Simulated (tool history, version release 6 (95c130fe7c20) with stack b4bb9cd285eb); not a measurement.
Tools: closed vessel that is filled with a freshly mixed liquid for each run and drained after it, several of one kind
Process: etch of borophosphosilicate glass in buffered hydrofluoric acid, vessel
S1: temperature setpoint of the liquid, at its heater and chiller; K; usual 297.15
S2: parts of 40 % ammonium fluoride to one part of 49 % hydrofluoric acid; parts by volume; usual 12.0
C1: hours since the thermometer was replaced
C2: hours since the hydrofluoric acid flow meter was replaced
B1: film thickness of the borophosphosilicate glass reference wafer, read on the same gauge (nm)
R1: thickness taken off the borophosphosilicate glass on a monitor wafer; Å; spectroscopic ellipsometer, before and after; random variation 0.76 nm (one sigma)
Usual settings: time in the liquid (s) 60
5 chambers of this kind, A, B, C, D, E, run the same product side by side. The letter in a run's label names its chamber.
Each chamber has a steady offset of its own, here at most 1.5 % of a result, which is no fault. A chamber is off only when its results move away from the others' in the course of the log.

{"run": "1B", "hour": 4.0, "S1": 297.15, "S2": 12.0, "time in the liquid (s)": 60, "C1": 624.2, "C2": 209.5, "B1": 140.02, "R1": 1507.6}
{"run": "2A", "hour": 10.9, "S1": 297.15, "S2": 12.0, "time in the liquid (s)": 60, "C1": 584.6, "C2": 514.1, "B1": 140.02, "R1": 1475.5}
{"run": "3E", "hour": 15.4, "S1": 297.15, "S2": 12.0, "time in the liquid (s)": 60, "C1": 232.0, "C2": 1209.0, "B1": 140.0, "R1": 1481.7}
{"run": "4C", "hour": 20.0, "S1": 297.15, "S2": 12.0, "time in the liquid (s)": 60, "C1": 2921.8, "C2": 1379.7, "B1": 140.0, "R1": 1476.9}
{"run": "5D", "hour": 25.7, "S1": 299.65, "S2": 15.0, "time in the liquid (s)": 60, "C1": 1488.9, "C2": 1007.3, "B1": 140.0, "R1": 1368.1}
{"run": "6E", "hour": 34.3, "S1": 299.65, "S2": 15.0, "time in the liquid (s)": 60, "C1": 250.9, "C2": 1227.9, "B1": 139.97, "R1": 1371.2}
{"run": "7C", "hour": 41.6, "S1": 299.65, "S2": 15.0, "time in the liquid (s)": 60, "C1": 2943.4, "C2": 1401.3, "B1": 139.99, "R1": 1375.5}
{"run": "8B", "hour": 46.3, "S1": 299.65, "S2": 15.0, "time in the liquid (s)": 60, "C1": 666.5, "C2": 251.8, "B1": 140.01, "R1": 1390.1}
{"run": "9A", "hour": 54.7, "S1": 299.65, "S2": 15.0, "time in the liquid (s)": 60, "C1": 628.4, "C2": 557.9, "B1": 139.99, "R1": 1362.0}
{"run": "10D", "hour": 62.1, "S1": 297.15, "S2": 12.0, "time in the liquid (s)": 60, "C1": 1525.3, "C2": 1043.7, "B1": 139.99, "R1": 1489.9}
{"run": "11E", "hour": 66.7, "S1": 297.15, "S2": 12.0, "time in the liquid (s)": 60, "C1": 283.3, "C2": 1260.3, "B1": 140.0, "R1": 1493.2}
{"run": "12C", "hour": 74.2, "S1": 297.15, "S2": 12.0, "time in the liquid (s)": 60, "C1": 2976.0, "C2": 1433.9, "B1": 140.01, "R1": 1499.3}
{"run": "13D", "hour": 79.4, "S1": 297.15, "S2": 12.0, "time in the liquid (s)": 60, "C1": 1542.6, "C2": 1061.0, "B1": 140.01, "R1": 1498.2}
{"run": "14A", "hour": 84.3, "S1": 297.15, "S2": 12.0, "time in the liquid (s)": 60, "C1": 658.0, "C2": 587.5, "B1": 139.99, "R1": 1477.8}
{"hour": 89.8, "done": "chamber E: hydrofluoric acid flow meter replaced"}
{"run": "15B", "hour": 90.6, "S1": 297.15, "S2": 12.0, "time in the liquid (s)": 60, "C1": 710.8, "C2": 296.1, "B1": 140.02, "R1": 1522.7}
{"run": "16D", "hour": 97.7, "S1": 297.15, "S2": 12.0, "time in the liquid (s)": 60, "C1": 1560.9, "C2": 1079.3, "B1": 140.01, "R1": 1489.0}
{"run": "17A", "hour": 103.1, "S1": 300.15, "S2": 12.0, "time in the liquid (s)": 75, "C1": 676.8, "C2": 606.3, "B1": 140.03, "R1": 2160.8}
{"run": "18B", "hour": 107.9, "S1": 300.15, "S2": 12.0, "time in the liquid (s)": 75, "C1": 728.1, "C2": 313.4, "B1": 140.03, "R1": 2195.2}
{"run": "19C", "hour": 114.5, "S1": 300.15, "S2": 12.0, "time in the liquid (s)": 75, "C1": 3016.3, "C2": 1474.2, "B1": 140.01, "R1": 2178.7}
{"run": "20E", "hour": 119.6, "S1": 300.15, "S2": 12.0, "time in the liquid (s)": 75, "C1": 336.2, "C2": 29.9, "B1": 139.96, "R1": 2203.5}
{"run": "21A", "hour": 123.9, "S1": 300.15, "S2": 12.0, "time in the liquid (s)": 75, "C1": 697.6, "C2": 627.1, "B1": 139.98, "R1": 2158.1}
{"run": "22E", "hour": 129.1, "S1": 297.15, "S2": 12.0, "time in the liquid (s)": 60, "C1": 345.7, "C2": 39.4, "B1": 140.04, "R1": 1486.1}
{"run": "23D", "hour": 135.4, "S1": 297.15, "S2": 12.0, "time in the liquid (s)": 60, "C1": 1598.6, "C2": 1117.0, "B1": 140.0, "R1": 1492.4}
{"hour": 141.7, "done": "chamber C: thermometer replaced"}
{"run": "24C", "hour": 141.7, "S1": 297.15, "S2": 12.0, "time in the liquid (s)": 60, "C1": 0.0, "C2": 1501.4, "B1": 140.03, "R1": 1487.2}
{"run": "25B", "hour": 147.1, "S1": 297.15, "S2": 12.0, "time in the liquid (s)": 60, "C1": 767.3, "C2": 352.6, "B1": 139.98, "R1": 1479.3}
{"run": "26D", "hour": 153.6, "S1": 297.15, "S2": 14.5, "time in the liquid (s)": 30, "C1": 1616.8, "C2": 1135.2, "B1": 140.0, "R1": 620.35}
{"run": "27A", "hour": 161.2, "S1": 297.15, "S2": 14.5, "time in the liquid (s)": 30, "C1": 734.9, "C2": 664.4, "B1": 139.96, "R1": 615.32}
{"run": "28C", "hour": 168.1, "S1": 297.15, "S2": 14.5, "time in the liquid (s)": 30, "C1": 26.4, "C2": 1527.8, "B1": 139.99, "R1": 617.26}
{"run": "29E", "hour": 175.9, "S1": 297.15, "S2": 14.5, "time in the liquid (s)": 30, "C1": 392.5, "C2": 86.2, "B1": 140.01, "R1": 621.73}
{"run": "30B", "hour": 179.8, "S1": 297.15, "S2": 14.5, "time in the liquid (s)": 30, "C1": 800.0, "C2": 385.3, "B1": 140.04, "R1": 613.98}
{"run": "31C", "hour": 188.7, "S1": 297.15, "S2": 9.0, "time in the liquid (s)": 60, "C1": 47.0, "C2": 1548.4, "B1": 139.98, "R1": 1898.9}
{"run": "32B", "hour": 195.0, "S1": 297.15, "S2": 9.0, "time in the liquid (s)": 60, "C1": 815.2, "C2": 400.5, "B1": 139.99, "R1": 1893.0}
{"run": "33A", "hour": 200.3, "S1": 297.15, "S2": 9.0, "time in the liquid (s)": 60, "C1": 774.0, "C2": 703.5, "B1": 139.98, "R1": 1891.0}
{"run": "34E", "hour": 208.9, "S1": 297.15, "S2": 9.0, "time in the liquid (s)": 60, "C1": 425.5, "C2": 119.2, "B1": 140.01, "R1": 1910.3}
{"run": "35D", "hour": 215.6, "S1": 297.15, "S2": 9.0, "time in the liquid (s)": 60, "C1": 1678.8, "C2": 1197.2, "B1": 140.01, "R1": 1916.5}
{"run": "36A", "hour": 223.5, "S1": 297.15, "S2": 12.0, "time in the liquid (s)": 60, "C1": 797.2, "C2": 726.7, "B1": 139.97, "R1": 1469.9}
{"hour": 228.9, "done": "chamber A: hydrofluoric acid flow meter replaced"}
{"run": "37D", "hour": 229.5, "S1": 297.15, "S2": 12.0, "time in the liquid (s)": 60, "C1": 1692.7, "C2": 1211.1, "B1": 139.96, "R1": 1484.3}
{"run": "38C", "hour": 237.7, "S1": 297.15, "S2": 12.0, "time in the liquid (s)": 60, "C1": 96.0, "C2": 1597.4, "B1": 139.98, "R1": 1492.9}
{"run": "39E", "hour": 245.5, "S1": 297.15, "S2": 12.0, "time in the liquid (s)": 60, "C1": 462.1, "C2": 155.8, "B1": 140.01, "R1": 1495.1}
{"run": "40B", "hour": 249.8, "S1": 297.15, "S2": 12.0, "time in the liquid (s)": 60, "C1": 870.0, "C2": 455.3, "B1": 140.02, "R1": 1429.5}
{"run": "41A", "hour": 253.7, "S1": 297.15, "S2": 12.0, "time in the liquid (s)": 60, "C1": 827.4, "C2": 24.9, "B1": 140.03, "R1": 1484.6}
{"run": "42B", "hour": 258.0, "S1": 297.15, "S2": 9.0, "time in the liquid (s)": 60, "C1": 878.2, "C2": 463.5, "B1": 139.99, "R1": 1850.6}
{"run": "43C", "hour": 265.6, "S1": 297.15, "S2": 9.0, "time in the liquid (s)": 60, "C1": 123.9, "C2": 1625.3, "B1": 140.01, "R1": 1886.7}

What goes on in this fleet: one chamber off, a drifting gauge, or nothing beyond the chambers' own small offsets? Name the chamber and the cause, if any.

Chamber B drifts away from the others.
Cause: hydrofluoric acid flow below the setpoint (%) = 6.13.
The log may not tell that from: liquid colder than its thermometer reads (K).

Here are 4 candidates for chamber B's next run, each the usual settings with a change, their results left as question marks. Which one brings its results back in line with what the others give on the usual settings?
In line means no further than this from the other chambers' mean on the usual settings: R1 27.00 Å
{"run": "44B-1", "hour": 271.9, "S1": 297.15, "S2": 12.0, "time in the liquid (s)": 65, "R1": "?"}
{"run": "44B-2", "hour": 271.9, "S1": 297.15, "S2": 12.5, "time in the liquid (s)": 60, "R1": "?"}
{"run": "44B-3", "hour": 271.9, "S1": 297.15, "S2": 11.5, "time in the liquid (s)": 60, "R1": "?"}
{"run": "44B-4", "hour": 271.9, "S1": 295.65, "S2": 12.0, "time in the liquid (s)": 60, "R1": "?"}

The other chambers' mean on the usual settings: R1 1486.40 Å
run=44B-1 R1=1543.50
run=44B-2 R1=1369.30
run=44B-3 R1=1484.80
run=44B-4 R1=1314.90
44B-3 brings the chamber back in line.

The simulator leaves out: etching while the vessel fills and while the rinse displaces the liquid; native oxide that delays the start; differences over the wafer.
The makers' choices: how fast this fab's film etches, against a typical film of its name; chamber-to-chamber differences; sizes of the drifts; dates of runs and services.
